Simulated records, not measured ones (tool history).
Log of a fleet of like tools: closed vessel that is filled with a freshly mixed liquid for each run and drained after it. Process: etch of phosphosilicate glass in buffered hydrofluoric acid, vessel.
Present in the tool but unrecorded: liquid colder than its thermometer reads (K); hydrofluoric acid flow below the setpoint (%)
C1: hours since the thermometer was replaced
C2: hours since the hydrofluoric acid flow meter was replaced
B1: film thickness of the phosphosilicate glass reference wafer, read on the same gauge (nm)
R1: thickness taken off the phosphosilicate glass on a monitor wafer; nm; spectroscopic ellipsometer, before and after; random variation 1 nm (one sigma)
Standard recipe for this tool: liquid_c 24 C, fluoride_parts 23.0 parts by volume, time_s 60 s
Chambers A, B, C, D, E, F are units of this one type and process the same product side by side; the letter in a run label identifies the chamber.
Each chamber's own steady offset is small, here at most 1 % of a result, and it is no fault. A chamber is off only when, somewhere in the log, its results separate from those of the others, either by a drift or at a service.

Run 1A, hour 4.9: usual settings; C1 688.4; C2 655.1; B1 99.997. Result: R1 207.86 nm.
Run 2E, hour 9.9: usual settings; C1 566.1; C2 1674.8; B1 99.998. Result: R1 208.95 nm.
Run 3C, hour 13.4: usual settings; C1 33.4; C2 756.6; B1 100.020. Result: R1 208.86 nm.
Run 4B, hour 18.5: usual settings; C1 704.2; C2 1402.9; B1 100.000. Result: R1 204.89 nm.
Run 5F, hour 21.7: usual settings; C1 334.5; C2 2136.4; B1 100.030. Result: R1 208.75 nm.
Run 6D, hour 25.7: usual settings; C1 257.3; C2 1136.6; B1 100.020. Result: R1 206.58 nm.
Run 7A, hour 30.1: usual settings; C1 713.6; C2 680.3; B1 99.997. Result: R1 205.71 nm.
Run 8B, hour 34.6: usual settings; C1 720.3; C2 1419.0; B1 99.990. Result: R1 204.80 nm.
Run 9C, hour 39.6: usual settings; C1 59.6; C2 782.8; B1 100.030. Result: R1 209.93 nm.
Run 10F, hour 43.4: usual settings but fluoride_parts 26.5 parts by volume; C1 356.2; C2 2158.1; B1 100.020. Result: R1 186.33 nm.
Run 11E, hour 46.6: usual settings but fluoride_parts 26.5 parts by volume; C1 602.8; C2 1711.5; B1 100.040. Result: R1 187.74 nm.
Run 12D, hour 51.7: usual settings but fluoride_parts 26.5 parts by volume; C1 283.3; C2 1162.6; B1 99.999. Result: R1 189.10 nm.
Run 13A, hour 55.1: usual settings but fluoride_parts 26.5 parts by volume; C1 738.6; C2 705.3; B1 100.010. Result: R1 185.84 nm.
Run 14D, hour 58.5: usual settings but fluoride_parts 26.5 parts by volume; C1 290.1; C2 1169.4; B1 100.020. Result: R1 188.66 nm.
Run 15E, hour 62.0: usual settings but fluoride_parts 26.5 parts by volume; C1 618.2; C2 1726.9; B1 99.995. Result: R1 188.62 nm.
Run 16F, hour 65.4: usual settings; C1 378.2; C2 2180.1; B1 99.979. Result: R1 206.58 nm.
Run 17B, hour 69.4: usual settings; C1 755.1; C2 1453.8; B1 100.010. Result: R1 203.38 nm.
Run 18C, hour 71.8: usual settings; C1 91.8; C2 815.0; B1 100.000. Result: R1 208.99 nm.
Run 19F, hour 76.1: usual settings; C1 388.9; C2 2190.8; B1 100.040. Result: R1 207.36 nm.
At hour 77.1: chamber F: hydrofluoric acid flow meter replaced.
Run 20C, hour 78.5: usual settings; C1 98.5; C2 821.7; B1 99.960. Result: R1 208.31 nm.
Run 21E, hour 81.4: usual settings; C1 637.6; C2 1746.3; B1 99.965. Result: R1 209.45 nm.
Run 22A, hour 83.9: usual settings; C1 767.4; C2 734.1; B1 100.030. Result: R1 204.25 nm.
Run 23B, hour 87.5: usual settings; C1 773.2; C2 1471.9; B1 99.978. Result: R1 200.25 nm.
Run 24D, hour 89.9: usual settings; C1 321.5; C2 1200.8; B1 100.020. Result: R1 206.43 nm.
Run 25A, hour 94.9: usual settings but liquid_c 22 C, time_s 40 s; C1 778.4; C2 745.1; B1 100.020. Result: R1 123.25 nm.
At hour 95.1: chamber E: hydrofluoric acid flow meter replaced.
Run 26B, hour 99.2: usual settings but liquid_c 22 C, time_s 40 s; C1 784.9; C2 1483.6; B1 99.994. Result: R1 118.85 nm.
Run 27F, hour 101.8: usual settings but liquid_c 22 C, time_s 40 s; C1 414.6; C2 24.8; B1 100.020. Result: R1 123.26 nm.
Run 28C, hour 106.5: usual settings but liquid_c 22 C, time_s 40 s; C1 126.5; C2 849.7; B1 100.040. Result: R1 125.24 nm.
Run 29E, hour 111.4: usual settings but liquid_c 22 C, time_s 40 s; C1 667.6; C2 16.3; B1 100.020. Result: R1 124.27 nm.
Run 30D, hour 115.3: usual settings but liquid_c 22 C, time_s 40 s; C1 346.9; C2 1226.2; B1 99.996. Result: R1 123.89 nm.
Run 31E, hour 119.0: usual settings; C1 675.2; C2 23.9; B1 100.010. Result: R1 206.67 nm.
Run 32F, hour 121.6: usual settings but liquid_c 21 C; C1 434.4; C2 44.6; B1 100.000. Result: R1 174.76 nm.
Run 33D, hour 126.4: usual settings but liquid_c 21 C; C1 358.0; C2 1237.3; B1 99.986. Result: R1 174.53 nm.
Run 34B, hour 129.0: usual settings but liquid_c 21 C; C1 814.7; C2 1513.4; B1 99.985. Result: R1 165.90 nm.
Run 35C, hour 132.8: usual settings but liquid_c 21 C; C1 152.8; C2 876.0; B1 100.000. Result: R1 176.05 nm.
Run 36A, hour 136.5: usual settings but liquid_c 21 C; C1 820.0; C2 786.7; B1 99.989. Result: R1 176.77 nm.
Run 37B, hour 139.9: usual settings but liquid_c 21 C; C1 825.6; C2 1524.3; B1 100.020. Result: R1 166.97 nm.
Run 38D, hour 142.4: usual settings; C1 374.0; C2 1253.3; B1 99.977. Result: R1 206.86 nm.
Run 39F, hour 146.5: usual settings; C1 459.3; C2 69.5; B1 99.991. Result: R1 206.07 nm.
At hour 148.8: chamber E: thermometer replaced.
Run 40C, hour 149.6: usual settings; C1 169.6; C2 892.8; B1 100.040. Result: R1 207.86 nm.
Run 41E, hour 154.1: usual settings; C1 5.3; C2 59.0; B1 100.010. Result: R1 207.15 nm.

Predict what each chamber gives when all 6 of them run the settings below next.
Run 42A, hour 157.7: usual settings but fluoride_parts 29.5 parts by volume. Result: R1 ?.
Run 42B, hour 157.7: usual settings but fluoride_parts 29.5 parts by volume. Result: R1 ?.
Run 42C, hour 157.7: usual settings but fluoride_parts 29.5 parts by volume. Result: R1 ?.
Run 42D, hour 157.7: usual settings but fluoride_parts 29.5 parts by volume. Result: R1 ?.
Run 42E, hour 157.7: usual settings but fluoride_parts 29.5 parts by volume. Result: R1 ?.
Run 42F, hour 157.7: usual settings but fluoride_parts 29.5 parts by volume. Result: R1 ?.

run      R1
42A  173.01
42B  164.47
42C  175.81
42D  175.33
42E  174.44
42F  173.80
